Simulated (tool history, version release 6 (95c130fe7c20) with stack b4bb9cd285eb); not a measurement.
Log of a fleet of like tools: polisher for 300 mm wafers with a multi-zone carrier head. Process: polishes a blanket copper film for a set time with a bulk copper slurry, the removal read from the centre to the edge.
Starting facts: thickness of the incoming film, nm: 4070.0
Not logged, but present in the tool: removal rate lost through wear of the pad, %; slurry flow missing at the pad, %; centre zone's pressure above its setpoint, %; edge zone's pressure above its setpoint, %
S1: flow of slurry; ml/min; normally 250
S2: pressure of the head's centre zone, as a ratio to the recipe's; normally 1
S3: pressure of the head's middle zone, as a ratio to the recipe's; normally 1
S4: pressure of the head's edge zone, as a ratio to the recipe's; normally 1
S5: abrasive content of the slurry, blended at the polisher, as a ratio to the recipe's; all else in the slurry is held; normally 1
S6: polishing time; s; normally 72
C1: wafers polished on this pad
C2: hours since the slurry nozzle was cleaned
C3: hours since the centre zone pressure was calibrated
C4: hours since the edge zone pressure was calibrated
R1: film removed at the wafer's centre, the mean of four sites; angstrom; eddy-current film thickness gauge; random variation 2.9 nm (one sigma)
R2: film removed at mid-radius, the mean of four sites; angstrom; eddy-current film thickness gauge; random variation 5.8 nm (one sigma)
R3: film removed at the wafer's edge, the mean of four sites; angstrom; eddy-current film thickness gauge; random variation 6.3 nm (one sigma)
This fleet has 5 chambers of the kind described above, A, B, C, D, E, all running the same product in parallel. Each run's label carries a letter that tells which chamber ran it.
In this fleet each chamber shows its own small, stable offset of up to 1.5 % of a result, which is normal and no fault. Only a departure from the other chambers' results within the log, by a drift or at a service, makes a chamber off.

At hour 4.3: chamber A: slurry nozzle cleaned.
Run 1B, hour 7.4: usual settings; C1 362; C2 116.1; C3 579.7; C4 909.9. Result: R1 4498.5 angstrom, R2 4568.8 angstrom, R3 4484.3 angstrom.
At hour 12.8: chamber D: edge zone pressure recalibrated.
At hour 13.8: chamber C: worn pad replaced by a new one.
Run 2C, hour 19.5: usual settings; C1 37; C2 321.5; C3 621.6; C4 192.9. Result: R1 4425.2 angstrom, R2 4480.1 angstrom, R3 4535.7 angstrom.
Run 3A, hour 33.6: usual settings; C1 789; C2 29.4; C3 573.2; C4 768.3. Result: R1 4540.8 angstrom, R2 4497.7 angstrom, R3 4600.8 angstrom.
At hour 43.7: chamber A: edge zone pressure recalibrated.
Run 4D, hour 49.8: usual settings; C1 927; C2 181.7; C3 1216.6; C4 37. Result: R1 4444.3 angstrom, R2 4483.9 angstrom, R3 4537.9 angstrom.
At hour 57: chamber E: worn pad replaced by a new one.
Run 5E, hour 62.7: usual settings; C1 36; C2 601.4; C3 338.9; C4 241. Result: R1 4493.8 angstrom, R2 4467.6 angstrom, R3 4459.2 angstrom.
At hour 70.2: chamber B: centre zone pressure recalibrated.
Run 6D, hour 70.7: usual settings; C1 1062; C2 202.6; C3 1237.5; C4 57.9. Result: R1 4482.5 angstrom, R2 4571.9 angstrom, R3 4591.8 angstrom.
At hour 76.3: chamber B: edge zone pressure recalibrated.
Run 7B, hour 85.7: usual settings; C1 866; C2 194.4; C3 15.6; C4 9.5. Result: R1 4468 angstrom, R2 4561.9 angstrom, R3 4464.4 angstrom.
Run 8C, hour 93.2: usual settings; C1 511; C2 395.2; C3 695.3; C4 266.6. Result: R1 4495.4 angstrom, R2 4554.6 angstrom, R3 4568.6 angstrom.
Run 9E, hour 105.2: usual settings but S3 1.05, S5 0.9; C1 310; C2 643.9; C3 381.4; C4 283.5. Result: R1 4397.2 angstrom, R2 4587.3 angstrom, R3 4418.7 angstrom.
At hour 105.6: chamber D: worn pad replaced by a new one.
At hour 110.4: chamber A: worn pad replaced by a new one.
Run 10A, hour 114.7: usual settings but S3 1.05, S5 0.9; C1 28; C2 110.5; C3 654.3; C4 71.1. Result: R1 4453.1 angstrom, R2 4564.5 angstrom, R3 4320.8 angstrom.
Run 11E, hour 122.1: usual settings but S3 1.05, S5 0.9; C1 419; C2 660.8; C3 398.3; C4 300.4. Result: R1 4373.2 angstrom, R2 4601.6 angstrom, R3 4418.9 angstrom.
Run 12B, hour 132: usual settings but S3 1.05, S5 0.9; C1 1164; C2 240.7; C3 61.9; C4 55.8. Result: R1 4456.7 angstrom, R2 4632.2 angstrom, R3 4286.1 angstrom.
At hour 136.7: chamber C: worn pad replaced by a new one.
Run 13D, hour 147.9: usual settings but S3 1.05, S5 0.9; C1 272; C2 279.8; C3 1314.7; C4 135.1. Result: R1 4277.4 angstrom, R2 4749.5 angstrom, R3 4341 angstrom.
At hour 150.2: chamber C: edge zone pressure recalibrated.
At hour 150.9: chamber C: centre zone pressure recalibrated.
Run 14A, hour 162.2: usual settings but S1 220 ml/min, S3 1.05; C1 333; C2 158; C3 701.8; C4 118.6. Result: R1 4467.4 angstrom, R2 4721.9 angstrom, R3 4325.7 angstrom.
Run 15C, hour 171.4: usual settings but S1 220 ml/min, S3 1.05; C1 223; C2 473.4; C3 20.6; C4 21.3. Result: R1 4433.1 angstrom, R2 4662.8 angstrom, R3 4363.6 angstrom.
At hour 181.7: chamber C: slurry nozzle cleaned.
Run 16E, hour 187.5: usual settings but S1 220 ml/min, S3 1.05; C1 840; C2 726.2; C3 463.7; C4 365.8. Result: R1 4405 angstrom, R2 4698 angstrom, R3 4398 angstrom.
At hour 188.7: chamber D: centre zone pressure recalibrated.
Run 17D, hour 201.4: usual settings but S1 220 ml/min, S3 1.05; C1 616; C2 333.3; C3 12.7; C4 188.6. Result: R1 4376.6 angstrom, R2 4560.5 angstrom, R3 4440.5 angstrom.
At hour 208.6: chamber E: worn pad replaced by a new one.
Run 18A, hour 213.1: usual settings but S1 220 ml/min, S3 1.05; C1 661; C2 208.9; C3 752.7; C4 169.5. Result: R1 4460.1 angstrom, R2 4526.2 angstrom, R3 4467.5 angstrom.
At hour 216.3: chamber E: slurry nozzle cleaned.
Run 19C, hour 223.6: usual settings; C1 559; C2 42; C3 72.8; C4 73.5. Result: R1 4495.6 angstrom, R2 4418.4 angstrom, R3 4506.2 angstrom.
At hour 225.1: chamber B: slurry nozzle cleaned.
At hour 229.1: chamber E: centre zone pressure recalibrated.
Run 20B, hour 236: usual settings but S4 0.95; C1 1833; C2 10.9; C3 165.9; C4 159.8. Result: R1 4359.9 angstrom, R2 4403.9 angstrom, R3 4221.7 angstrom.
Run 21C, hour 248.7: usual settings but S4 0.95; C1 721; C2 67.1; C3 97.9; C4 98.6. Result: R1 4528.2 angstrom, R2 4478.3 angstrom, R3 4369.4 angstrom.
Run 22A, hour 259.5: usual settings but S4 0.95; C1 960; C2 255.3; C3 799.1; C4 215.9. Result: R1 4594.1 angstrom, R2 4595.3 angstrom, R3 4227.7 angstrom.
Run 23E, hour 271: usual settings but S4 0.95; C1 401; C2 54.7; C3 41.9; C4 449.3. Result: R1 4511.5 angstrom, R2 4489.5 angstrom, R3 4341.6 angstrom.
Run 24B, hour 279.6: usual settings but S4 0.95; C1 2114; C2 54.5; C3 209.5; C4 203.4. Result: R1 4373.5 angstrom, R2 4452.7 angstrom, R3 4251.5 angstrom.
At hour 290.6: chamber D: worn pad replaced by a new one.
At hour 291.4: chamber C: worn pad replaced by a new one.
Run 25D, hour 295.3: usual settings; C1 30; C2 427.2; C3 106.6; C4 282.5. Result: R1 4417.8 angstrom, R2 4561.5 angstrom, R3 4513.2 angstrom.
At hour 305: chamber D: slurry nozzle cleaned.
Run 26B, hour 306.7: usual settings but S1 330 ml/min, S2 0.91; C1 2288; C2 81.6; C3 236.6; C4 230.5. Result: R1 3963.1 angstrom, R2 4512.4 angstrom, R3 4385.7 angstrom.
Run 27C, hour 322.2: usual settings but S1 330 ml/min, S2 0.91; C1 198; C2 140.6; C3 171.4; C4 172.1. Result: R1 4210.2 angstrom, R2 4737.7 angstrom, R3 4740.6 angstrom.
At hour 323.4: chamber A: worn pad replaced by a new one.
Run 28D, hour 331.2: usual settings but S1 330 ml/min, S2 0.91; C1 261; C2 26.2; C3 142.5; C4 318.4. Result: R1 4141.8 angstrom, R2 4689.3 angstrom, R3 4580.1 angstrom.
Run 29E, hour 345.7: usual settings but S1 330 ml/min, S2 0.91; C1 882; C2 129.4; C3 116.6; C4 524. Result: R1 4153.6 angstrom, R2 4675.2 angstrom, R3 4531.3 angstrom.
Run 30A, hour 360.1: usual settings but S1 330 ml/min, S2 0.91; C1 236; C2 355.9; C3 899.7; C4 316.5. Result: R1 4250.3 angstrom, R2 4695.4 angstrom, R3 4650.7 angstrom.
At hour 370.1: chamber E: worn pad replaced by a new one.
Run 31D, hour 374.4: usual settings; C1 539; C2 69.4; C3 185.7; C4 361.6. Result: R1 4437.6 angstrom, R2 4558.6 angstrom, R3 4360.2 angstrom.
Run 32E, hour 390.1: usual settings; C1 129; C2 173.8; C3 161; C4 568.4. Result: R1 4456.6 angstrom, R2 4547.5 angstrom, R3 4547 angstrom.
Run 33C, hour 402.1: usual settings; C1 712; C2 220.5; C3 251.3; C4 252. Result: R1 4472.1 angstrom, R2 4421.8 angstrom, R3 4529.5 angstrom.

Next, all 5 chambers run the settings below, one line each with question marks for the results. What does each chamber give?
Run 34A, hour 413.9: usual settings but S2 1.04. Result: R1 ?, R2 ?, R3 ?.
Run 34B, hour 413.9: usual settings but S2 1.04. Result: R1 ?, R2 ?, R3 ?.
Run 34C, hour 413.9: usual settings but S2 1.04. Result: R1 ?, R2 ?, R3 ?.
Run 34D, hour 413.9: usual settings but S2 1.04. Result: R1 ?, R2 ?, R3 ?.
Run 34E, hour 413.9: usual settings but S2 1.04. Result: R1 ?, R2 ?, R3 ?.

run      R1      R2      R3
34A    4818  4622.5  4542.9
34B  4403.7  4229.8  4116.8
34C  4720.8  4464.7  4546.9
34D  4629.9  4471.7    4497
34E  4646.3  4585.5  4466.1
